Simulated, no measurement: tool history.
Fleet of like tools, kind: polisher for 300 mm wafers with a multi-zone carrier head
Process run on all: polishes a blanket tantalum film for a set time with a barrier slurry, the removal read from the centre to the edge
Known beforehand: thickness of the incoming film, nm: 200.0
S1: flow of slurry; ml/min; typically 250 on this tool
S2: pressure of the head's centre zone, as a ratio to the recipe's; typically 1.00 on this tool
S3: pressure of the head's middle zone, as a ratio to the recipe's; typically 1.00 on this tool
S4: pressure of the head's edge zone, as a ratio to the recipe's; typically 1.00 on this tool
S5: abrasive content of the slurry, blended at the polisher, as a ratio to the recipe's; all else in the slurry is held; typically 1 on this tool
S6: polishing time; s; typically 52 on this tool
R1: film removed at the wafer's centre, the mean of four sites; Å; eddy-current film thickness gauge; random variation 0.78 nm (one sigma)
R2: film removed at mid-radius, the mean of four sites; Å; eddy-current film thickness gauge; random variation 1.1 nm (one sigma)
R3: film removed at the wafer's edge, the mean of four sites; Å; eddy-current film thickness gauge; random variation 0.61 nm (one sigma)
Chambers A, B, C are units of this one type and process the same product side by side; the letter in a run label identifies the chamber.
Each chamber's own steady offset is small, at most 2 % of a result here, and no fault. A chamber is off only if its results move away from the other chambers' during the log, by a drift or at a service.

Run 1B, hour 10.8: usual settings. Result: R1 814.73 Å, R2 823.81 Å, R3 824.06 Å.
Run 2A, hour 17.7: usual settings. Result: R1 819.28 Å, R2 823.68 Å, R3 830.22 Å.
Run 3C, hour 26.0: usual settings. Result: R1 836.07 Å, R2 827.00 Å, R3 819.18 Å.
Run 4A, hour 32.4: usual settings. Result: R1 814.13 Å, R2 839.20 Å, R3 819.39 Å.
At hour 41.3: chamber A: slurry nozzle cleaned.
Run 5C, hour 44.9: usual settings but S3 1.07. Result: R1 820.09 Å, R2 892.68 Å, R3 816.71 Å.
Run 6B, hour 57.3: usual settings but S3 1.07. Result: R1 820.34 Å, R2 886.79 Å, R3 827.63 Å.
Run 7B, hour 63.8: usual settings but S3 1.07. Result: R1 812.33 Å, R2 898.24 Å, R3 823.03 Å.
Run 8C, hour 69.9: usual settings but S3 0.90. Result: R1 844.82 Å, R2 744.52 Å, R3 820.20 Å.
Run 9A, hour 81.4: usual settings but S3 0.90. Result: R1 817.56 Å, R2 749.21 Å, R3 820.80 Å.
At hour 88.9: chamber A: worn pad replaced by a new one.
At hour 89.9: chamber B: worn pad replaced by a new one.
Run 10C, hour 93.8: usual settings but S3 0.90. Result: R1 811.88 Å, R2 756.99 Å, R3 813.57 Å.
At hour 97.6: chamber C: worn pad replaced by a new one.
Run 11A, hour 104.6: usual settings. Result: R1 810.07 Å, R2 836.52 Å, R3 834.27 Å.
Run 12B, hour 115.4: usual settings. Result: R1 808.44 Å, R2 824.55 Å, R3 828.89 Å.
Run 13B, hour 127.4: usual settings but S2 0.93. Result: R1 744.03 Å, R2 840.63 Å, R3 827.47 Å.
Run 14C, hour 136.8: usual settings but S2 0.93. Result: R1 772.38 Å, R2 819.07 Å, R3 819.99 Å.
Run 15A, hour 145.6: usual settings but S2 0.93. Result: R1 730.13 Å, R2 832.55 Å, R3 806.44 Å.
At hour 147.6: chamber B: edge zone pressure recalibrated.
At hour 154.7: chamber B: slurry nozzle cleaned.
Run 16A, hour 157.3: usual settings. Result: R1 795.91 Å, R2 825.03 Å, R3 816.02 Å.
Run 17B, hour 163.4: usual settings but S6 36 s. Result: R1 570.75 Å, R2 578.13 Å, R3 563.59 Å.
Run 18C, hour 174.6: usual settings but S6 36 s. Result: R1 569.55 Å, R2 582.85 Å, R3 560.30 Å.
Run 19A, hour 184.2: usual settings but S6 36 s. Result: R1 554.09 Å, R2 581.86 Å, R3 562.43 Å.
At hour 191.0: chamber A: worn pad replaced by a new one.
Run 20C, hour 192.1: usual settings. Result: R1 823.05 Å, R2 829.78 Å, R3 812.94 Å.
At hour 198.1: chamber B: worn pad replaced by a new one.
Run 21B, hour 200.5: usual settings. Result: R1 819.36 Å, R2 833.25 Å, R3 814.53 Å.
Run 22C, hour 210.2: usual settings but S4 0.96. Result: R1 828.77 Å, R2 821.27 Å, R3 802.53 Å.
Run 23A, hour 219.1: usual settings but S4 0.96. Result: R1 786.90 Å, R2 828.89 Å, R3 793.45 Å.
Run 24B, hour 225.1: usual settings but S4 0.96. Result: R1 821.00 Å, R2 813.38 Å, R3 808.83 Å.
Run 25C, hour 233.3: usual settings. Result: R1 820.57 Å, R2 815.73 Å, R3 819.92 Å.
Run 26A, hour 243.1: usual settings but S6 60 s. Result: R1 897.58 Å, R2 952.00 Å, R3 951.60 Å.
Run 27B, hour 249.5: usual settings but S6 60 s. Result: R1 937.08 Å, R2 965.52 Å, R3 944.91 Å.
Run 28C, hour 256.9: usual settings but S6 60 s. Result: R1 951.36 Å, R2 942.63 Å, R3 934.12 Å.

All chambers now run identical settings, listed one chamber a line with results as question marks. What results will each chamber show?
Run 29A, hour 266.0: usual settings but S1 200 ml/min. Result: R1 ?, R2 ?, R3 ?.
Run 29B, hour 266.0: usual settings but S1 200 ml/min. Result: R1 ?, R2 ?, R3 ?.
Run 29C, hour 266.0: usual settings but S1 200 ml/min. Result: R1 ?, R2 ?, R3 ?.

run      R1      R2      R3
29A  758.88  781.27  807.00
29B  787.50  798.60  808.74
29C  809.46  813.68  800.57
